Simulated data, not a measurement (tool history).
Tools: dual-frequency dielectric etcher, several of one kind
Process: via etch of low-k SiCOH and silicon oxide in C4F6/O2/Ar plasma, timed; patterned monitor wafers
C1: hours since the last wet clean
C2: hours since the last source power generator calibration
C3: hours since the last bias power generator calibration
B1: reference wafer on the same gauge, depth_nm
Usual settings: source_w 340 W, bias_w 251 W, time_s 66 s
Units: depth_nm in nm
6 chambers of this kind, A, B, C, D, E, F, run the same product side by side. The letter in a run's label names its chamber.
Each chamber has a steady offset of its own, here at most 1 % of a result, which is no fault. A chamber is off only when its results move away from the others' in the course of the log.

{"run": "1B", "day": 0.15, "source_w": 340, "bias_w": 251, "time_s": 66, "C1": 51.1, "C2": 566, "C3": 807.7, "B1": 168, "depth_nm": 181.05}
{"run": "2A", "day": 0.367, "source_w": 340, "bias_w": 251, "time_s": 66, "C1": 489.4, "C2": 732.9, "C3": 299.1, "B1": 167.95, "depth_nm": 179.78}
{"run": "3C", "day": 0.512, "source_w": 340, "bias_w": 251, "time_s": 66, "C1": 255.8, "C2": 2087.3, "C3": 744.1, "B1": 167.97, "depth_nm": 181.79}
{"run": "4F", "day": 0.712, "source_w": 340, "bias_w": 251, "time_s": 66, "C1": 505.9, "C2": 2629, "C3": 2918.6, "B1": 167.93, "depth_nm": 180.2}
{"run": "5E", "day": 0.933, "source_w": 340, "bias_w": 251, "time_s": 66, "C1": 334, "C2": 92.5, "C3": 588.8, "B1": 167.89, "depth_nm": 180.34}
{"run": "6D", "day": 1.088, "source_w": 340, "bias_w": 251, "time_s": 66, "C1": 276.2, "C2": 1622.9, "C3": 654.4, "B1": 167.9, "depth_nm": 179.98}
{"day": 1.112, "done": "chamber F: wet clean of the chamber"}
{"run": "7B", "day": 1.221, "source_w": 340, "bias_w": 222, "time_s": 66, "C1": 76.8, "C2": 591.7, "C3": 833.4, "B1": 167.83, "depth_nm": 173.58}
{"run": "8D", "day": 1.383, "source_w": 340, "bias_w": 222, "time_s": 66, "C1": 283.3, "C2": 1630, "C3": 661.5, "B1": 167.84, "depth_nm": 172.23}
{"run": "9C", "day": 1.512, "source_w": 340, "bias_w": 222, "time_s": 66, "C1": 279.8, "C2": 2111.3, "C3": 768.1, "B1": 167.8, "depth_nm": 174.44}
{"run": "10F", "day": 1.696, "source_w": 340, "bias_w": 222, "time_s": 66, "C1": 14, "C2": 2652.6, "C3": 2942.2, "B1": 167.82, "depth_nm": 172.34}
{"run": "11E", "day": 1.858, "source_w": 340, "bias_w": 222, "time_s": 66, "C1": 356.2, "C2": 114.7, "C3": 611, "B1": 167.81, "depth_nm": 172.93}
{"run": "12A", "day": 2.046, "source_w": 340, "bias_w": 222, "time_s": 66, "C1": 529.7, "C2": 773.2, "C3": 339.4, "B1": 167.82, "depth_nm": 172.11}
{"run": "13F", "day": 2.25, "source_w": 340, "bias_w": 251, "time_s": 66, "C1": 27.3, "C2": 2665.9, "C3": 2955.5, "B1": 167.77, "depth_nm": 179.99}
{"day": 2.333, "done": "chamber E: wet clean of the chamber"}
{"run": "14D", "day": 2.408, "source_w": 340, "bias_w": 251, "time_s": 66, "C1": 307.9, "C2": 1654.6, "C3": 686.1, "B1": 167.77, "depth_nm": 179.66}
{"day": 2.575, "done": "chamber A: wet clean of the chamber"}
{"run": "15C", "day": 2.612, "source_w": 340, "bias_w": 251, "time_s": 66, "C1": 306.2, "C2": 2137.7, "C3": 794.5, "B1": 167.71, "depth_nm": 181.34}
{"run": "16A", "day": 2.771, "source_w": 340, "bias_w": 251, "time_s": 66, "C1": 4.7, "C2": 790.6, "C3": 356.8, "B1": 167.7, "depth_nm": 179.01}
{"run": "17E", "day": 2.975, "source_w": 340, "bias_w": 251, "time_s": 66, "C1": 15.4, "C2": 141.5, "C3": 637.8, "B1": 167.69, "depth_nm": 179.84}
{"run": "18B", "day": 3.112, "source_w": 340, "bias_w": 251, "time_s": 66, "C1": 122.2, "C2": 637.1, "C3": 878.8, "B1": 167.74, "depth_nm": 180.95}
{"run": "19F", "day": 3.296, "source_w": 340, "bias_w": 251, "time_s": 66, "C1": 52.4, "C2": 2691, "C3": 2980.6, "B1": 167.64, "depth_nm": 179.82}
{"run": "20D", "day": 3.417, "source_w": 340, "bias_w": 251, "time_s": 66, "C1": 332.1, "C2": 1678.8, "C3": 710.3, "B1": 167.66, "depth_nm": 179.66}
{"run": "21B", "day": 3.554, "source_w": 340, "bias_w": 251, "time_s": 47.5, "C1": 132.8, "C2": 647.7, "C3": 889.4, "B1": 167.59, "depth_nm": 130.07}
{"run": "22E", "day": 3.675, "source_w": 340, "bias_w": 251, "time_s": 47.5, "C1": 32.2, "C2": 158.3, "C3": 654.6, "B1": 167.62, "depth_nm": 129.83}
{"run": "23C", "day": 3.879, "source_w": 340, "bias_w": 251, "time_s": 47.5, "C1": 336.6, "C2": 2168.1, "C3": 824.9, "B1": 167.65, "depth_nm": 130.61}
{"run": "24A", "day": 4.108, "source_w": 340, "bias_w": 251, "time_s": 47.5, "C1": 36.8, "C2": 822.7, "C3": 388.9, "B1": 167.58, "depth_nm": 128.83}
{"run": "25F", "day": 4.275, "source_w": 340, "bias_w": 251, "time_s": 47.5, "C1": 75.9, "C2": 2714.5, "C3": 3004.1, "B1": 167.56, "depth_nm": 129.32}
{"run": "26B", "day": 4.425, "source_w": 340, "bias_w": 251, "time_s": 47.5, "C1": 153.7, "C2": 668.6, "C3": 910.3, "B1": 167.5, "depth_nm": 129.96}
{"run": "27D", "day": 4.646, "source_w": 340, "bias_w": 251, "time_s": 66, "C1": 361.6, "C2": 1708.3, "C3": 739.8, "B1": 167.53, "depth_nm": 179.46}
{"run": "28E", "day": 4.821, "source_w": 340, "bias_w": 196, "time_s": 66, "C1": 59.7, "C2": 185.8, "C3": 682.1, "B1": 167.49, "depth_nm": 165.66}
{"run": "29C", "day": 5.025, "source_w": 340, "bias_w": 196, "time_s": 66, "C1": 364.1, "C2": 2195.6, "C3": 852.4, "B1": 167.41, "depth_nm": 167.18}
{"run": "30A", "day": 5.162, "source_w": 340, "bias_w": 196, "time_s": 66, "C1": 62.1, "C2": 848, "C3": 414.2, "B1": 167.48, "depth_nm": 164.97}
{"run": "31D", "day": 5.333, "source_w": 340, "bias_w": 196, "time_s": 66, "C1": 378.1, "C2": 1724.8, "C3": 756.3, "B1": 167.43, "depth_nm": 165.01}
{"run": "32C", "day": 5.512, "source_w": 340, "bias_w": 196, "time_s": 66, "C1": 375.8, "C2": 2207.3, "C3": 864.1, "B1": 167.4, "depth_nm": 167.2}
{"run": "33B", "day": 5.7, "source_w": 340, "bias_w": 196, "time_s": 66, "C1": 184.3, "C2": 699.2, "C3": 940.9, "B1": 167.37, "depth_nm": 165.9}
{"run": "34E", "day": 5.846, "source_w": 340, "bias_w": 251, "time_s": 66, "C1": 84.3, "C2": 210.4, "C3": 706.7, "B1": 167.4, "depth_nm": 179.71}
{"run": "35F", "day": 5.979, "source_w": 340, "bias_w": 251, "time_s": 66, "C1": 116.8, "C2": 2755.4, "C3": 3045, "B1": 167.34, "depth_nm": 179.56}
{"run": "36A", "day": 6.096, "source_w": 340, "bias_w": 251, "time_s": 66, "C1": 84.5, "C2": 870.4, "C3": 436.6, "B1": 167.34, "depth_nm": 178.39}
{"run": "37B", "day": 6.321, "source_w": 340, "bias_w": 251, "time_s": 66, "C1": 199.2, "C2": 714.1, "C3": 955.8, "B1": 167.4, "depth_nm": 180.53}
{"run": "38D", "day": 6.462, "source_w": 340, "bias_w": 251, "time_s": 66, "C1": 405.2, "C2": 1751.9, "C3": 783.4, "B1": 167.32, "depth_nm": 179.19}
{"run": "39A", "day": 6.638, "source_w": 340, "bias_w": 251, "time_s": 66, "C1": 97.5, "C2": 883.4, "C3": 449.6, "B1": 167.35, "depth_nm": 178.58}
{"run": "40E", "day": 6.775, "source_w": 340, "bias_w": 251, "time_s": 66, "C1": 106.6, "C2": 232.7, "C3": 729, "B1": 167.27, "depth_nm": 179.66}
{"run": "41F", "day": 6.921, "source_w": 340, "bias_w": 251, "time_s": 66, "C1": 139.4, "C2": 2778, "C3": 3067.6, "B1": 167.32, "depth_nm": 179.73}
{"run": "42C", "day": 7.133, "source_w": 340, "bias_w": 251, "time_s": 66, "C1": 414.7, "C2": 2246.2, "C3": 903, "B1": 167.26, "depth_nm": 181.21}

Next, every chamber runs the same settings. What will each give?
{"run": "43A", "day": 7.3, "source_w": 310, "bias_w": 251, "time_s": 66, "depth_nm": "?"}
{"run": "43B", "day": 7.3, "source_w": 310, "bias_w": 251, "time_s": 66, "depth_nm": "?"}
{"run": "43C", "day": 7.3, "source_w": 310, "bias_w": 251, "time_s": 66, "depth_nm": "?"}
{"run": "43D", "day": 7.3, "source_w": 310, "bias_w": 251, "time_s": 66, "depth_nm": "?"}
{"run": "43E", "day": 7.3, "source_w": 310, "bias_w": 251, "time_s": 66, "depth_nm": "?"}
{"run": "43F", "day": 7.3, "source_w": 310, "bias_w": 251, "time_s": 66, "depth_nm": "?"}

run=43A depth_nm=172.58
run=43B depth_nm=173.95
run=43C depth_nm=175.1
run=43D depth_nm=172.91
run=43E depth_nm=173.27
run=43F depth_nm=173

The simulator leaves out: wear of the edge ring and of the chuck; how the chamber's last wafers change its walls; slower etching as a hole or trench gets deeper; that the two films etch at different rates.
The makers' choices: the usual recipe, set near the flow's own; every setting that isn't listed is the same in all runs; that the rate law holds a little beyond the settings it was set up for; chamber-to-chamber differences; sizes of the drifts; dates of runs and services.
